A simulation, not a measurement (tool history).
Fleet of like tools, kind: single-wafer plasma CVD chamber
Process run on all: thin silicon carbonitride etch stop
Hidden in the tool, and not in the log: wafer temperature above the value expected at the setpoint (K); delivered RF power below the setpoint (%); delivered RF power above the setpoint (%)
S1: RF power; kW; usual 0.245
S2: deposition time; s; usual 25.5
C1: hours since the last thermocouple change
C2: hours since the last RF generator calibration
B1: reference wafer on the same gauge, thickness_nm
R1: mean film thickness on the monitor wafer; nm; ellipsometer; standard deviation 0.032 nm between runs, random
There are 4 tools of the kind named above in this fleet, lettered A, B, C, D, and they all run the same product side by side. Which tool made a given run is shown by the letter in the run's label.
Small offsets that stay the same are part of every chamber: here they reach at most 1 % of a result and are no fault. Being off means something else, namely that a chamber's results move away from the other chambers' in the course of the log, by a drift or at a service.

run,hour,S1,S2,C1,C2,B1,R1
1B,6.2,0.245,25.5,420.6,39,17.404,15.559
2D,9.6,0.245,25.5,1208.9,641.5,17.4,15.491
3A,12.6,0.245,25.5,621.9,869.9,17.41,15.563
4C,17.2,0.245,25.5,1529.8,1020.7,17.399,15.52
5D,21.3,0.245,25.5,1220.6,653.2,17.406,15.547
6B,26.6,0.245,25.5,441,59.4,17.398,15.563
7A,29.3,0.245,25.5,638.6,886.6,17.404,15.527
8C,34.7,0.245,25.5,1547.3,1038.2,17.402,15.486
9A,38.3,0.245,25.5,647.6,895.6,17.408,15.555
10B,41.5,0.245,25.5,455.9,74.3,17.4,15.512
11D,46.3,0.245,25.5,1245.6,678.2,17.395,15.48
12C,49.1,0.205,27.9,1561.7,1052.6,17.398,16.062
13C,52.5,0.205,27.9,1565.1,1056,17.402,16.087
14A,58.6,0.205,27.9,667.9,915.9,17.396,16.179
15B,64.6,0.205,27.9,479,97.4,17.409,16.097
16D,70.8,0.245,25.5,1270.1,702.7,17.408,15.544
17B,74,0.245,25.5,488.4,106.8,17.398,15.567
18D,78.1,0.23,25.5,1277.4,710,17.403,15.245
19C,84.3,0.23,25.5,1596.9,1087.8,17.394,15.263
20A,89.3,0.23,25.5,698.6,946.6,17.397,15.276
21C,92.7,0.23,25.5,1605.3,1096.2,17.405,15.188
22B,97.2,0.245,25.5,511.6,130,17.405,15.54
23D,103.4,0.245,25.5,1302.7,735.3,17.399,15.507
24A,109.7,0.245,25.5,719,967,17.397,15.53
25D,114.7,0.245,25.5,1314,746.6,17.394,15.494
26C,120.2,0.245,25.5,1632.8,1123.7,17.4,15.54
27B,125.1,0.245,25.5,539.5,157.9,17.398,15.593
28A,131.2,0.245,25.5,740.5,988.5,17.398,15.593
29D,136.1,0.275,21,1335.4,768,17.387,13.196
# hour 138.1: chamber C: RF generator calibrated
30B,139.4,0.275,21,553.8,172.2,17.398,13.228
31C,144.8,0.275,21,1657.4,6.7,17.404,13.267
32A,148.9,0.275,21,758.2,1006.2,17.396,13.28
33D,154.4,0.245,22,1353.7,786.3,17.391,13.357
34B,160.7,0.245,22,575.1,193.5,17.402,13.418
35C,164.9,0.245,22,1677.5,26.8,17.405,13.361
36A,169.1,0.245,22,778.4,1026.4,17.397,13.406

Decide between three cases: one chamber stands off from its peers, the gauge reading all wafers drifts, or nothing is wrong past each chamber's small offset. Where a chamber is off, say which and what most likely put it there.

All chambers stay in line apart from their small fixed offsets, and the gauge does not drift.
